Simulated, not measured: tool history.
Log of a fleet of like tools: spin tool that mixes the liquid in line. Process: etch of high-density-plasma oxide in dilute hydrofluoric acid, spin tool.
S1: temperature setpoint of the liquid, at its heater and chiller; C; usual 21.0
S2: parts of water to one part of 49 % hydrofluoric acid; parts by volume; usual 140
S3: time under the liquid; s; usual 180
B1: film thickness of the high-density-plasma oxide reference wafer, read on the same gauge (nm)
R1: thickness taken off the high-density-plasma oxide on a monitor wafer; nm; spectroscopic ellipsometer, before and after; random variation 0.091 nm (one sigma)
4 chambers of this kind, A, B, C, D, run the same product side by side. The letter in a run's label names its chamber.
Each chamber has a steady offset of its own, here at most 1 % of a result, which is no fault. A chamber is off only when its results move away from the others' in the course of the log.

run    day    S1   S2   S3      B1      R1
 1B  0.200  21.0  140  180  49.991  12.117
 2C  0.400  21.0  140  180  49.987  12.269
 3D  0.508  21.0  140  180  50.010  12.301
 4A  0.679  21.0  140  180  50.021  12.178
 5B  0.867  21.0  140  180  50.002  11.936
 6D  1.042  21.0  140  180  49.983  12.117
 7A  1.254  21.0  140  180  49.981  12.520
 8C  1.417  21.0  140  180  49.984  12.184
 9A  1.625  21.0  140  180  50.010  12.162
10B  1.808  21.0  140  180  49.989  12.090
11C  2.012  23.5  140  180  50.027  13.600
12D  2.167  23.5  140  180  50.003  13.407
13D  2.338  23.5  140  180  50.020  13.497
14A  2.438  23.5  140  180  49.989  13.412
15C  2.625  21.0  140  180  50.006  12.288
16B  2.746  21.0  140  180  49.989  12.022
17B  2.917  21.0  140  180  50.020  12.192
18D  3.029  21.0  140  180  50.003  12.190
19A  3.150  21.0  140  180  49.996  12.163
20C  3.275  21.0  140  180  50.015  12.202
21D  3.425  21.0  140  180  49.982  12.206
22B  3.521  21.0  140  180  49.992  12.086
23C  3.633  21.0  140  180  49.992  12.155
24A  3.762  21.0  140  180  50.002  12.345
25B  3.900  21.0  140  180  49.981  12.078
26A  4.071  21.0   90   95  49.995  10.916
27C  4.267  21.0   90   95  49.981  10.717
28D  4.454  21.0   90   95  49.995  10.759
29B  4.596  21.0   90   95  50.012  10.484
30A  4.762  21.0  140  180  50.027  12.399
31C  4.917  21.0  140  180  49.989  12.272
32D  5.071  21.0  140  180  50.009  12.415
33C  5.246  21.0  140  180  50.002  12.173
34B  5.438  21.0  140  180  50.040  12.054

Next, every chamber runs the same settings. What will each give?
35A  5.592  17.0  140  180       ?
35B  5.592  17.0  140  180       ?
35C  5.592  17.0  140  180       ?
35D  5.592  17.0  140  180       ?

run      R1
35A  10.351
35B  10.220
35C  10.365
35D  10.357
